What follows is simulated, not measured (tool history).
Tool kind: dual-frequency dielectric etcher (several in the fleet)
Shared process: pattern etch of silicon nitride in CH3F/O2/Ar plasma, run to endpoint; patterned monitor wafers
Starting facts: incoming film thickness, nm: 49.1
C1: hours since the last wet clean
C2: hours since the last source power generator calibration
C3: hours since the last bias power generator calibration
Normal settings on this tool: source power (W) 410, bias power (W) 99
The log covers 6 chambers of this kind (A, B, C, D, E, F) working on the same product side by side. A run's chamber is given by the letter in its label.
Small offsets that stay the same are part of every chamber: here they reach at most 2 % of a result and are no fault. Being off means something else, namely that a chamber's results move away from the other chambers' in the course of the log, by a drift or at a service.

run 1F hour=7.2 | source_power_(W)=410 bias_power_(W)=99 | C1=336 C2=891.9 C3=1085.3 | endpoint_time_(s)=62.55
-- hour=10.9 chamber C: wet clean of the chamber
run 2E hour=12.1 | source_power_(W)=410 bias_power_(W)=99 | C1=327.7 C2=2295.4 C3=1039.3 | endpoint_time_(s)=62.89
run 3D hour=16.3 | source_power_(W)=410 bias_power_(W)=99 | C1=301.4 C2=2075.6 C3=3552.5 | endpoint_time_(s)=63.843
run 4A hour=23.1 | source_power_(W)=410 bias_power_(W)=99 | C1=334.5 C2=1283.3 C3=5154 | endpoint_time_(s)=62.586
run 5B hour=31.7 | source_power_(W)=410 bias_power_(W)=99 | C1=579.4 C2=3304.4 C3=429.7 | endpoint_time_(s)=62.983
run 6C hour=36.8 | source_power_(W)=410 bias_power_(W)=99 | C1=25.9 C2=2532.6 C3=1046.5 | endpoint_time_(s)=62.855
-- hour=37.6 chamber E: wet clean of the chamber
-- hour=42.7 chamber B: wet clean of the chamber
run 7A hour=45.5 | source_power_(W)=460 bias_power_(W)=109 | C1=356.9 C2=1305.7 C3=5176.4 | endpoint_time_(s)=58.009
run 8B hour=53 | source_power_(W)=460 bias_power_(W)=109 | C1=10.3 C2=3325.7 C3=451 | endpoint_time_(s)=58.228
run 9E hour=61.3 | source_power_(W)=460 bias_power_(W)=109 | C1=23.7 C2=2344.6 C3=1088.5 | endpoint_time_(s)=57.943
run 10C hour=65.6 | source_power_(W)=460 bias_power_(W)=109 | C1=54.7 C2=2561.4 C3=1075.3 | endpoint_time_(s)=58.362
run 11D hour=70.7 | source_power_(W)=460 bias_power_(W)=109 | C1=355.8 C2=2130 C3=3606.9 | endpoint_time_(s)=59.122
run 12F hour=76.6 | source_power_(W)=460 bias_power_(W)=109 | C1=405.4 C2=961.3 C3=1154.7 | endpoint_time_(s)=58.173
run 13C hour=83.1 | source_power_(W)=410 bias_power_(W)=99 | C1=72.2 C2=2578.9 C3=1092.8 | endpoint_time_(s)=63.251
run 14D hour=90.9 | source_power_(W)=410 bias_power_(W)=99 | C1=376 C2=2150.2 C3=3627.1 | endpoint_time_(s)=64.114
run 15A hour=98.1 | source_power_(W)=410 bias_power_(W)=99 | C1=409.5 C2=1358.3 C3=5229 | endpoint_time_(s)=63.485
-- hour=98.9 chamber D: wet clean of the chamber
run 16F hour=102.5 | source_power_(W)=370 bias_power_(W)=83 | C1=431.3 C2=987.2 C3=1180.6 | endpoint_time_(s)=69.442
run 17E hour=110.3 | source_power_(W)=370 bias_power_(W)=83 | C1=72.7 C2=2393.6 C3=1137.5 | endpoint_time_(s)=69.613
run 18B hour=117.5 | source_power_(W)=370 bias_power_(W)=83 | C1=74.8 C2=3390.2 C3=515.5 | endpoint_time_(s)=69.97
-- hour=119.8 chamber D: bias power generator calibrated
-- hour=120.1 chamber A: wet clean of the chamber
run 19B hour=126.6 | source_power_(W)=370 bias_power_(W)=83 | C1=83.9 C2=3399.3 C3=524.6 | endpoint_time_(s)=69.846
run 20D hour=133.2 | source_power_(W)=370 bias_power_(W)=83 | C1=34.3 C2=2192.5 C3=13.4 | endpoint_time_(s)=70.513
run 21C hour=141.7 | source_power_(W)=370 bias_power_(W)=83 | C1=130.8 C2=2637.5 C3=1151.4 | endpoint_time_(s)=69.588
run 22A hour=148.1 | source_power_(W)=410 bias_power_(W)=99 | C1=28.1 C2=1408.3 C3=5279 | endpoint_time_(s)=62.769
run 23E hour=154.7 | source_power_(W)=410 bias_power_(W)=99 | C1=117.1 C2=2438 C3=1181.9 | endpoint_time_(s)=62.543
run 24F hour=163 | source_power_(W)=410 bias_power_(W)=99 | C1=491.8 C2=1047.7 C3=1241.1 | endpoint_time_(s)=61.917
run 25B hour=171.5 | source_power_(W)=410 bias_power_(W)=82 | C1=128.8 C2=3444.2 C3=569.5 | endpoint_time_(s)=67.636
run 26A hour=178.3 | source_power_(W)=410 bias_power_(W)=82 | C1=58.3 C2=1438.5 C3=5309.2 | endpoint_time_(s)=66.828
run 27F hour=186.3 | source_power_(W)=410 bias_power_(W)=82 | C1=515.1 C2=1071 C3=1264.4 | endpoint_time_(s)=66.643
run 28D hour=194.6 | source_power_(W)=410 bias_power_(W)=82 | C1=95.7 C2=2253.9 C3=74.8 | endpoint_time_(s)=68.058
run 29E hour=199 | source_power_(W)=410 bias_power_(W)=82 | C1=161.4 C2=2482.3 C3=1226.2 | endpoint_time_(s)=67.273
run 30C hour=204.6 | source_power_(W)=410 bias_power_(W)=82 | C1=193.7 C2=2700.4 C3=1214.3 | endpoint_time_(s)=67.161
run 31C hour=209.2 | source_power_(W)=410 bias_power_(W)=99 | C1=198.3 C2=2705 C3=1218.9 | endpoint_time_(s)=62.925
run 32F hour=214.1 | source_power_(W)=490 bias_power_(W)=99 | C1=542.9 C2=1098.8 C3=1292.2 | endpoint_time_(s)=57.841
run 33B hour=221.9 | source_power_(W)=490 bias_power_(W)=99 | C1=179.2 C2=3494.6 C3=619.9 | endpoint_time_(s)=58.708
run 34A hour=229.4 | source_power_(W)=490 bias_power_(W)=99 | C1=109.4 C2=1489.6 C3=5360.3 | endpoint_time_(s)=58.618
run 35D hour=237.9 | source_power_(W)=490 bias_power_(W)=99 | C1=139 C2=2297.2 C3=118.1 | endpoint_time_(s)=59.532
run 36E hour=244.7 | source_power_(W)=490 bias_power_(W)=99 | C1=207.1 C2=2528 C3=1271.9 | endpoint_time_(s)=58.592
run 37A hour=250.3 | source_power_(W)=490 bias_power_(W)=99 | C1=130.3 C2=1510.5 C3=5381.2 | endpoint_time_(s)=58.868

Predict what each chamber gives when all 6 of them run the settings below next.
run 38A hour=256.9 | source_power_(W)=410 bias_power_(W)=99 | endpoint_time_(s)=?
run 38B hour=256.9 | source_power_(W)=410 bias_power_(W)=99 | endpoint_time_(s)=?
run 38C hour=256.9 | source_power_(W)=410 bias_power_(W)=99 | endpoint_time_(s)=?
run 38D hour=256.9 | source_power_(W)=410 bias_power_(W)=99 | endpoint_time_(s)=?
run 38E hour=256.9 | source_power_(W)=410 bias_power_(W)=99 | endpoint_time_(s)=?
run 38F hour=256.9 | source_power_(W)=410 bias_power_(W)=99 | endpoint_time_(s)=?

run=38A endpoint_time_(s)=62.56
run=38B endpoint_time_(s)=62.726
run=38C endpoint_time_(s)=62.97
run=38D endpoint_time_(s)=64.186
run=38E endpoint_time_(s)=62.979
run=38F endpoint_time_(s)=61.346

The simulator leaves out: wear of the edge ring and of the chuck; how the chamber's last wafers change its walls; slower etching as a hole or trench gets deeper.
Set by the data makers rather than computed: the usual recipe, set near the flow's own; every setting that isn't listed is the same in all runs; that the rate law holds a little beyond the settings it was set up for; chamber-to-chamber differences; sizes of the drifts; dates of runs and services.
